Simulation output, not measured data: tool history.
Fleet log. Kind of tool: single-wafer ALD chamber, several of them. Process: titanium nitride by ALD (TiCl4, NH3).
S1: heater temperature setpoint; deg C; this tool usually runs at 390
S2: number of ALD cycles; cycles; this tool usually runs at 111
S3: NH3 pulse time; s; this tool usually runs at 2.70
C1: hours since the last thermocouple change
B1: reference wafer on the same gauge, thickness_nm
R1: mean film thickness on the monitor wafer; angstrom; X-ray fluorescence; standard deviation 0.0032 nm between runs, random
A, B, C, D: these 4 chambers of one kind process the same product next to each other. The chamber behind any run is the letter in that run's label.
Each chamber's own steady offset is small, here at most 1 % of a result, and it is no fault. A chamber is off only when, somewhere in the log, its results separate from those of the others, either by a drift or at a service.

run   hour   S1   S2    S3     C1      B1      R1
 1A    9.8  390  111  2.70  368.9  2.3000  24.575
 2D   18.2  390  111  2.70  480.5  2.3008  24.734
 3C   29.4  390  111  2.70  232.6  2.3007  24.608
 4B   43.1  390  111  2.70  162.4  2.3021  24.532
 5B   52.4  390  111  2.70  171.7  2.3014  24.532
 6C   63.0  390  111  2.70  266.2  2.3018  24.593
 7A   76.4  390  111  2.70  435.5  2.3011  24.579
 8D   87.2  390  111  2.70  549.5  2.3020  24.788
 9C   98.6  390  111  2.70  301.8  2.3030  24.643
10A  112.8  390  111  2.70  471.9  2.3030  24.589
11B  121.0  390  111  2.70  240.3  2.3029  24.529
12D  135.5  390  111  2.70  597.8  2.3038  24.781
13A  150.8  390  111  2.70  509.9  2.3040  24.529
14D  160.8  390  111  2.70  623.1  2.3033  24.815
15C  170.4  390  111  2.70  373.6  2.3042  24.676
16B  183.3  390  111  2.70  302.6  2.3051  24.572
17A  194.7  378  111  1.99  553.8  2.3048  23.973
18D  206.6  378  111  1.99  668.9  2.3046  24.226
19B  218.7  378  111  1.99  338.0  2.3051  23.900
20C  228.7  378  111  1.99  431.9  2.3053  24.034
21C  241.8  390  111  2.70  445.0  2.3058  24.651
22D  253.2  390  111  2.70  715.5  2.3059  24.740
23B  263.9  390  111  2.70  383.2  2.3065  24.512
24A  272.3  390  128  3.61  631.4  2.3071  28.684
25B  280.9  390  128  3.61  400.2  2.3065  28.603
26D  290.9  390  128  3.61  753.2  2.3073  28.934
27A  301.5  390  128  3.61  660.6  2.3076  28.705
28C  308.8  390  119  2.70  512.0  2.3085  26.455
29C  316.6  390  119  2.70  519.8  2.3070  26.434
30D  328.9  390  119  2.70  791.2  2.3076  26.609
31B  341.9  390  119  2.70  461.2  2.3084  26.389
32A  357.9  390  111  2.70  717.0  2.3090  24.655
33C  371.0  390  111  2.70  574.2  2.3095  24.715
34D  386.0  390  111  2.70  848.3  2.3103  24.869
35B  394.4  390  111  2.70  513.7  2.3095  24.637
36A  403.0  390  111  2.70  762.1  2.3102  24.630
37B  412.2  390  111  2.70  531.5  2.3100  24.586
38D  422.6  390  111  2.70  884.9  2.3101  24.833
39A  433.6  390  111  2.70  792.7  2.3106  24.720
40C  443.2  390  111  2.70  646.4  2.3116  24.656
41D  455.5  390  111  2.70  917.8  2.3118  24.855
42A  465.7  390  111  2.19  824.8  2.3114  24.376
43C  480.7  390  111  2.19  683.9  2.3117  24.562
44B  490.9  390  111  2.19  610.2  2.3121  24.410

Is one chamber out of step, is the gauge drifting, or do the chambers differ by no more than their own small offsets? For an off chamber, give its letter and the likeliest cause.

No chamber is off; the gauge reading every chamber's wafers drifts, which makes the whole fleet appear to move together.
Most likely cause: gauge reads high (%) = 0.537.
